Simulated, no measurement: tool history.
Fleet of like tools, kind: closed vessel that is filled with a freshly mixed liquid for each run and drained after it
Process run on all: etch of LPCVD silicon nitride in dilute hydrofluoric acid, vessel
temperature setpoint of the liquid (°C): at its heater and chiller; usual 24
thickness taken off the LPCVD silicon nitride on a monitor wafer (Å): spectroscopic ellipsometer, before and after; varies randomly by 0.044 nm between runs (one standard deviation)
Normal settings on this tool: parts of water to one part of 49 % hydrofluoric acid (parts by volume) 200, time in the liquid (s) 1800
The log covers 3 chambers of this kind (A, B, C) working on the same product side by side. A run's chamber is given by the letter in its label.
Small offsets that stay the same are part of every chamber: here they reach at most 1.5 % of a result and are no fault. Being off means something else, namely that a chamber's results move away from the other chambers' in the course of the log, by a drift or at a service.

run   hour  temperature setpoint of the liquid (°C)  parts of water to one part of 49 % hydrofluoric acid (parts by volume)  time in the liquid (s)  read-back film thickness of the LPCVD silicon nitride reference wafer, read on the same gauge (nm)  thickness taken off the LPCVD silicon nitride on a monitor wafer (Å)
 1A    7.3                                       24                                                                     200                    1800                                                                                              90.013                                                                44.360
 2B   19.2                                       24                                                                     200                    1800                                                                                              90.046                                                                44.510
 3C   25.3                                       24                                                                     200                    1800                                                                                              90.019                                                                44.880
 4B   33.0                                       24                                                                     200                    1800                                                                                              90.005                                                                44.586
 5C   43.3                                       24                                                                     200                    1800                                                                                              89.983                                                                45.129
 6A   55.1                                       24                                                                     200                    1800                                                                                              89.975                                                                45.295
 7C   67.2                                       24                                                                     200                    1800                                                                                              90.024                                                                45.121
 8B   77.8                                       27                                                                     200                    1305                                                                                              89.970                                                                39.320
 9A   86.2                                       27                                                                     200                    1305                                                                                              89.975                                                                39.773
10A   93.3                                       27                                                                     200                    1305                                                                                              89.994                                                                40.537
11B  100.1                                       24                                                                     200                    1800                                                                                              90.057                                                                44.827
12C  107.0                                       24                                                                     200                    1800                                                                                              89.981                                                                44.155
13A  114.8                                       24                                                                     200                    1800                                                                                              89.995                                                                46.615
14B  125.6                                       24                                                                     200                    1800                                                                                              89.993                                                                44.904
15C  135.0                                       24                                                                     200                    1800                                                                                              90.001                                                                44.854
16C  141.0                                       24                                                                     200                    1800                                                                                              90.036                                                                44.860
17B  147.7                                       24                                                                     200                    1800                                                                                              89.985                                                                44.779
18A  153.7                                       24                                                                     200                    1800                                                                                              90.034                                                                46.441
19C  159.7                                       24                                                                     200                    1800                                                                                              90.017                                                                44.678
     166.0  -- chamber B: thermometer replaced
20B  166.4                                       24                                                                     140                    1800                                                                                              89.990                                                                64.230
21A  177.3                                       24                                                                     140                    1800                                                                                              89.971                                                                67.779
22B  187.5                                       24                                                                     140                    1800                                                                                              89.964                                                                63.987
23A  193.2                                       24                                                                     200                    1800                                                                                              89.993                                                                47.071
24C  202.1                                       24                                                                     200                    1800                                                                                              90.009                                                                44.121
25A  208.7                                       24                                                                     200                    1800                                                                                              89.945                                                                47.246
26B  216.4                                       24                                                                     200                    1800                                                                                              90.007                                                                45.083

The same settings go to every chamber for the next run, one line per chamber below. Forecast the results for each:
27A  225.4                                       24                                                                     200                    1800                                                                                                                                                                         ?
27B  225.4                                       24                                                                     200                    1800                                                                                                                                                                         ?
27C  225.4                                       24                                                                     200                    1800                                                                                                                                                                         ?

run  thickness taken off the LPCVD silicon nitride on a monitor wafer (Å)
27A                                                                47.733
27B                                                                44.545
27C                                                                44.819

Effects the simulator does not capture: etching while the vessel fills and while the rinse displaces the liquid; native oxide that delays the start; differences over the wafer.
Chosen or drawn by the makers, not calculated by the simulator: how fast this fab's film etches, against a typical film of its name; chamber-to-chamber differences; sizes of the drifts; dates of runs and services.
